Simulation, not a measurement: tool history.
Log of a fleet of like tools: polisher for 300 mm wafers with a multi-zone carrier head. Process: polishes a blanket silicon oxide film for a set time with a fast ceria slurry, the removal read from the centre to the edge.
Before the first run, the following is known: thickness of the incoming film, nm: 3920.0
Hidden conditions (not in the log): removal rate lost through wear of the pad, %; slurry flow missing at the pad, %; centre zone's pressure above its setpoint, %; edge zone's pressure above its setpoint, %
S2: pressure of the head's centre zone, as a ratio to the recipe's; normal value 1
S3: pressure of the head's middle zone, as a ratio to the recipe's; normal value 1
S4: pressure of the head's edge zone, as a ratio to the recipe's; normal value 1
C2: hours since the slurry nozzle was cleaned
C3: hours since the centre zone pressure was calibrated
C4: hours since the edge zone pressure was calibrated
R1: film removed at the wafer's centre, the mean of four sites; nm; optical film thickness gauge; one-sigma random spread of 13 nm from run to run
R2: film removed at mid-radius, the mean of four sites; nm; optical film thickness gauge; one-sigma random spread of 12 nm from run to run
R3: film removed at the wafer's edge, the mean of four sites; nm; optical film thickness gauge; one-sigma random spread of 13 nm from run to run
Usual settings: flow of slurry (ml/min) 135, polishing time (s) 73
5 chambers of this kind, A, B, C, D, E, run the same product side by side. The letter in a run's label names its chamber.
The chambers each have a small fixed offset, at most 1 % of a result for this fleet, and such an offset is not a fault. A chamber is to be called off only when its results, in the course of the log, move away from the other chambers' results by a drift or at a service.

-- hour=0.1 chamber E: worn pad replaced by a new one
run 1C hour=15.7 | flow_of_slurry_(ml/min)=135 S2=1 S3=1 S4=1 polishing_time_(s)=73 | wafers_polished_on_this_pad=1011 C2=232.2 C3=84 C4=923.1 | R1=1567.7 R2=1565.9 R3=1564.3
-- hour=21 chamber B: slurry nozzle cleaned
run 2B hour=27.5 | flow_of_slurry_(ml/min)=135 S2=1 S3=1 S4=1 polishing_time_(s)=73 | wafers_polished_on_this_pad=1274 C2=6.5 C3=429 C4=576.1 | R1=1565.5 R2=1571 R3=1573.6
-- hour=29.4 chamber C: worn pad replaced by a new one
run 3D hour=43.1 | flow_of_slurry_(ml/min)=135 S2=1 S3=1 S4=1 polishing_time_(s)=73 | wafers_polished_on_this_pad=821 C2=592.2 C3=801.9 C4=297.5 | R1=1572.3 R2=1538.1 R3=1573.9
-- hour=51.8 chamber A: worn pad replaced by a new one
-- hour=53.7 chamber B: worn pad replaced by a new one
run 4E hour=56.8 | flow_of_slurry_(ml/min)=135 S2=1 S3=1 S4=1 polishing_time_(s)=73 | wafers_polished_on_this_pad=721 C2=411.2 C3=306.1 C4=1338.3 | R1=1557.2 R2=1547 R3=1555.2
-- hour=63.1 chamber B: edge zone pressure recalibrated
run 5A hour=66.1 | flow_of_slurry_(ml/min)=135 S2=1 S3=1 S4=1 polishing_time_(s)=73 | wafers_polished_on_this_pad=181 C2=388.7 C3=505.6 C4=311.2 | R1=1565.1 R2=1577.7 R3=1550.2
-- hour=68.4 chamber A: slurry nozzle cleaned
-- hour=71.5 chamber E: edge zone pressure recalibrated
run 6E hour=78.6 | flow_of_slurry_(ml/min)=135 S2=1 S3=1 S4=1 polishing_time_(s)=73 | wafers_polished_on_this_pad=998 C2=433 C3=327.9 C4=7.2 | R1=1561.9 R2=1550.3 R3=1580.1
run 7C hour=88.6 | flow_of_slurry_(ml/min)=135 S2=1 S3=1 S4=1 polishing_time_(s)=73 | wafers_polished_on_this_pad=753 C2=305.1 C3=156.9 C4=996 | R1=1569.3 R2=1548.6 R3=1562.7
run 8A hour=100.6 | flow_of_slurry_(ml/min)=135 S2=1 S3=1 S4=1 polishing_time_(s)=73 | wafers_polished_on_this_pad=620 C2=32.3 C3=540.1 C4=345.7 | R1=1550.7 R2=1581.7 R3=1554.3
run 9D hour=111.4 | flow_of_slurry_(ml/min)=115 S2=1 S3=1 S4=0.95 polishing_time_(s)=73 | wafers_polished_on_this_pad=1689 C2=660.5 C3=870.2 C4=365.8 | R1=1470.7 R2=1487.6 R3=1477.9
-- hour=111.6 chamber E: worn pad replaced by a new one
-- hour=115 chamber C: worn pad replaced by a new one
run 10B hour=126 | flow_of_slurry_(ml/min)=115 S2=1 S3=1 S4=0.95 polishing_time_(s)=73 | wafers_polished_on_this_pad=918 C2=105 C3=527.5 C4=62.9 | R1=1464.6 R2=1505.8 R3=1470.5
run 11A hour=135.5 | flow_of_slurry_(ml/min)=115 S2=1 S3=1 S4=0.95 polishing_time_(s)=73 | wafers_polished_on_this_pad=1063 C2=67.2 C3=575 C4=380.6 | R1=1477 R2=1514 R3=1452.7
run 12E hour=143.2 | flow_of_slurry_(ml/min)=115 S2=1 S3=1 S4=0.95 polishing_time_(s)=73 | wafers_polished_on_this_pad=402 C2=497.6 C3=392.5 C4=71.8 | R1=1479.4 R2=1511.3 R3=1497.9
-- hour=145.8 chamber E: slurry nozzle cleaned
run 13C hour=158 | flow_of_slurry_(ml/min)=115 S2=1 S3=1 S4=0.95 polishing_time_(s)=73 | wafers_polished_on_this_pad=547 C2=374.5 C3=226.3 C4=1065.4 | R1=1498.9 R2=1510.9 R3=1478.2
-- hour=159.2 chamber A: worn pad replaced by a new one
-- hour=163.3 chamber D: centre zone pressure recalibrated
run 14B hour=166.7 | flow_of_slurry_(ml/min)=135 S2=1 S3=1 S4=1 polishing_time_(s)=73 | wafers_polished_on_this_pad=1436 C2=145.7 C3=568.2 C4=103.6 | R1=1570.8 R2=1564.5 R3=1548.5
-- hour=169.3 chamber B: worn pad replaced by a new one
run 15D hour=177.7 | flow_of_slurry_(ml/min)=135 S2=1.04 S3=1 S4=1 polishing_time_(s)=86 | wafers_polished_on_this_pad=2531 C2=726.8 C3=14.5 C4=432.1 | R1=1883.8 R2=1791.5 R3=1813.5
run 16E hour=190.6 | flow_of_slurry_(ml/min)=135 S2=1.04 S3=1 S4=1 polishing_time_(s)=86 | wafers_polished_on_this_pad=1005 C2=44.8 C3=439.9 C4=119.2 | R1=1925.3 R2=1857.4 R3=1846.6
run 17A hour=202.1 | flow_of_slurry_(ml/min)=135 S2=1.04 S3=1 S4=1 polishing_time_(s)=86 | wafers_polished_on_this_pad=545 C2=133.8 C3=641.6 C4=447.2 | R1=1904.4 R2=1847.3 R3=1833.8
-- hour=203.1 chamber D: slurry nozzle cleaned
-- hour=207.2 chamber C: worn pad replaced by a new one
run 18B hour=216.2 | flow_of_slurry_(ml/min)=135 S2=1.04 S3=1 S4=1 polishing_time_(s)=86 | wafers_polished_on_this_pad=596 C2=195.2 C3=617.7 C4=153.1 | R1=1918.9 R2=1837.7 R3=1859.6
run 19C hour=230.7 | flow_of_slurry_(ml/min)=135 S2=1.04 S3=1 S4=1 polishing_time_(s)=86 | wafers_polished_on_this_pad=298 C2=447.2 C3=299 C4=1138.1 | R1=1918.3 R2=1855.1 R3=1816.4
-- hour=233.1 chamber E: worn pad replaced by a new one
run 20D hour=243.8 | flow_of_slurry_(ml/min)=135 S2=1 S3=1 S4=1 polishing_time_(s)=73 | wafers_polished_on_this_pad=3372 C2=40.8 C3=80.6 C4=498.2 | R1=1527.4 R2=1496.6 R3=1505.6
-- hour=251.1 chamber A: worn pad replaced by a new one
-- hour=252.4 chamber A: edge zone pressure recalibrated
run 21B hour=259.5 | flow_of_slurry_(ml/min)=135 S2=1 S3=1 S4=1 polishing_time_(s)=73 | wafers_polished_on_this_pad=1147 C2=238.5 C3=661 C4=196.4 | R1=1544 R2=1556.2 R3=1534.1
run 22C hour=273.1 | flow_of_slurry_(ml/min)=135 S2=1 S3=1 S4=1 polishing_time_(s)=73 | wafers_polished_on_this_pad=837 C2=489.6 C3=341.4 C4=1180.5 | R1=1555.7 R2=1557.7 R3=1578.9
run 23A hour=281 | flow_of_slurry_(ml/min)=135 S2=1 S3=1 S4=1 polishing_time_(s)=73 | wafers_polished_on_this_pad=380 C2=212.7 C3=720.5 C4=28.6 | R1=1571.6 R2=1584.4 R3=1549.4
-- hour=284.9 chamber B: worn pad replaced by a new one
-- hour=285.4 chamber C: worn pad replaced by a new one
-- hour=287 chamber B: centre zone pressure recalibrated
run 24E hour=288.3 | flow_of_slurry_(ml/min)=135 S2=1 S3=1 S4=1 polishing_time_(s)=73 | wafers_polished_on_this_pad=702 C2=142.5 C3=537.6 C4=216.9 | R1=1540.9 R2=1562.3 R3=1571.8
run 25D hour=303.7 | flow_of_slurry_(ml/min)=135 S2=1 S3=1 S4=1 polishing_time_(s)=73 | wafers_polished_on_this_pad=4133 C2=100.7 C3=140.5 C4=558.1 | R1=1522.8 R2=1503.2 R3=1515.9
-- hour=306.3 chamber D: edge zone pressure recalibrated
run 26A hour=313.9 | flow_of_slurry_(ml/min)=100 S2=1 S3=1 S4=1 polishing_time_(s)=61 | wafers_polished_on_this_pad=798 C2=245.6 C3=753.4 C4=61.5 | R1=1198.8 R2=1215.7 R3=1229.5
run 27E hour=323.6 | flow_of_slurry_(ml/min)=100 S2=1 S3=1 S4=1 polishing_time_(s)=61 | wafers_polished_on_this_pad=1150 C2=177.8 C3=572.9 C4=252.2 | R1=1200.5 R2=1200.9 R3=1240.9
-- hour=328.2 chamber E: worn pad replaced by a new one
run 28B hour=337.6 | flow_of_slurry_(ml/min)=100 S2=1 S3=1 S4=1 polishing_time_(s)=61 | wafers_polished_on_this_pad=671 C2=316.6 C3=50.6 C4=274.5 | R1=1199.1 R2=1224.2 R3=1242.4
run 29C hour=344.7 | flow_of_slurry_(ml/min)=100 S2=1 S3=1 S4=1 polishing_time_(s)=61 | wafers_polished_on_this_pad=754 C2=561.2 C3=413 C4=1252.1 | R1=1192.9 R2=1209.1 R3=1237.1
run 30D hour=358.3 | flow_of_slurry_(ml/min)=100 S2=1 S3=1 S4=1 polishing_time_(s)=61 | wafers_polished_on_this_pad=4827 C2=155.3 C3=195.1 C4=52.1 | R1=1169.8 R2=1156.5 R3=1200.8
-- hour=367.9 chamber A: worn pad replaced by a new one
run 31D hour=373.7 | flow_of_slurry_(ml/min)=135 S2=1 S3=1 S4=1 polishing_time_(s)=73 | wafers_polished_on_this_pad=5023 C2=170.7 C3=210.5 C4=67.5 | R1=1510.9 R2=1498 R3=1506.6
run 32C hour=382.5 | flow_of_slurry_(ml/min)=135 S2=1 S3=1 S4=1 polishing_time_(s)=73 | wafers_polished_on_this_pad=1235 C2=599 C3=450.8 C4=1289.9 | R1=1558.6 R2=1540.8 R3=1551.4
run 33B hour=395 | flow_of_slurry_(ml/min)=135 S2=1.04 S3=1 S4=1 polishing_time_(s)=85 | wafers_polished_on_this_pad=1400 C2=374 C3=108 C4=331.9 | R1=1917.8 R2=1821.3 R3=1814.4
-- hour=398.4 chamber B: slurry nozzle cleaned
run 34A hour=407.4 | flow_of_slurry_(ml/min)=135 S2=1.04 S3=1 S4=1 polishing_time_(s)=85 | wafers_polished_on_this_pad=502 C2=339.1 C3=846.9 C4=155 | R1=1897.2 R2=1844.8 R3=1806.5
-- hour=410.5 chamber B: worn pad replaced by a new one
run 35E hour=418.6 | flow_of_slurry_(ml/min)=135 S2=1.04 S3=1 S4=1 polishing_time_(s)=85 | wafers_polished_on_this_pad=1149 C2=272.8 C3=667.9 C4=347.2 | R1=1884 R2=1804.3 R3=1820.1
run 36D hour=431.1 | flow_of_slurry_(ml/min)=135 S2=1.04 S3=1 S4=1 polishing_time_(s)=85 | wafers_polished_on_this_pad=5752 C2=228.1 C3=267.9 C4=124.9 | R1=1792.1 R2=1728 R3=1734.4
run 37B hour=441 | flow_of_slurry_(ml/min)=135 S2=1.04 S3=1 S4=1 polishing_time_(s)=85 | wafers_polished_on_this_pad=388 C2=42.6 C3=154 C4=377.9 | R1=1905 R2=1814.6 R3=1813.2
-- hour=444.7 chamber E: worn pad replaced by a new one
run 38E hour=453.4 | flow_of_slurry_(ml/min)=135 S2=1 S3=1 S4=1 polishing_time_(s)=73 | wafers_polished_on_this_pad=111 C2=307.6 C3=702.7 C4=382 | R1=1535.9 R2=1560.3 R3=1561.7

Which is it: a chamber that has drifted or been left off by a service, a gauge drift common to all chambers, or only each chamber's usual small offset? If a chamber is off, name it and its likeliest cause.

It is chamber D that slowly wanders off from its peers.
What lies behind it: removal rate lost through wear of the pad, % = 4.53.

Chamber D could run next with any of the 4 candidate recipes listed below; each alters the usual settings, and their results appear as question marks. Which one brings its results back in line with what the other chambers deliver on the usual settings?
In-line tolerance around the mean of the other chambers on the usual settings: R1 46 nm; R2 43 nm; R3 46 nm
run 39D-1 hour=465.1 | flow_of_slurry_(ml/min)=140 S2=1 S3=1.02 S4=0.99 polishing_time_(s)=80 | R1=? R2=? R3=?
run 39D-2 hour=465.1 | flow_of_slurry_(ml/min)=130 S2=1.01 S3=0.97 S4=1.01 polishing_time_(s)=67 | R1=? R2=? R3=?
run 39D-3 hour=465.1 | flow_of_slurry_(ml/min)=135 S2=1 S3=1.01 S4=1 polishing_time_(s)=76 | R1=? R2=? R3=?
run 39D-4 hour=465.1 | flow_of_slurry_(ml/min)=135 S2=1 S3=0.99 S4=1 polishing_time_(s)=70 | R1=? R2=? R3=?

The other chambers' mean on the usual settings: R1 1554.6 nm; R2 1562.3 nm; R3 1557.3 nm
run=39D-1 R1=1644 R2=1659.8 R3=1639.2
run=39D-2 R1=1367.5 R2=1308 R3=1373.5
run=39D-3 R1=1548.6 R2=1551.3 R3=1557.6
run=39D-4 R1=1426.1 R2=1403.2 R3=1435
39D-3 is the one that brings the chamber's results back in line with the other chambers.
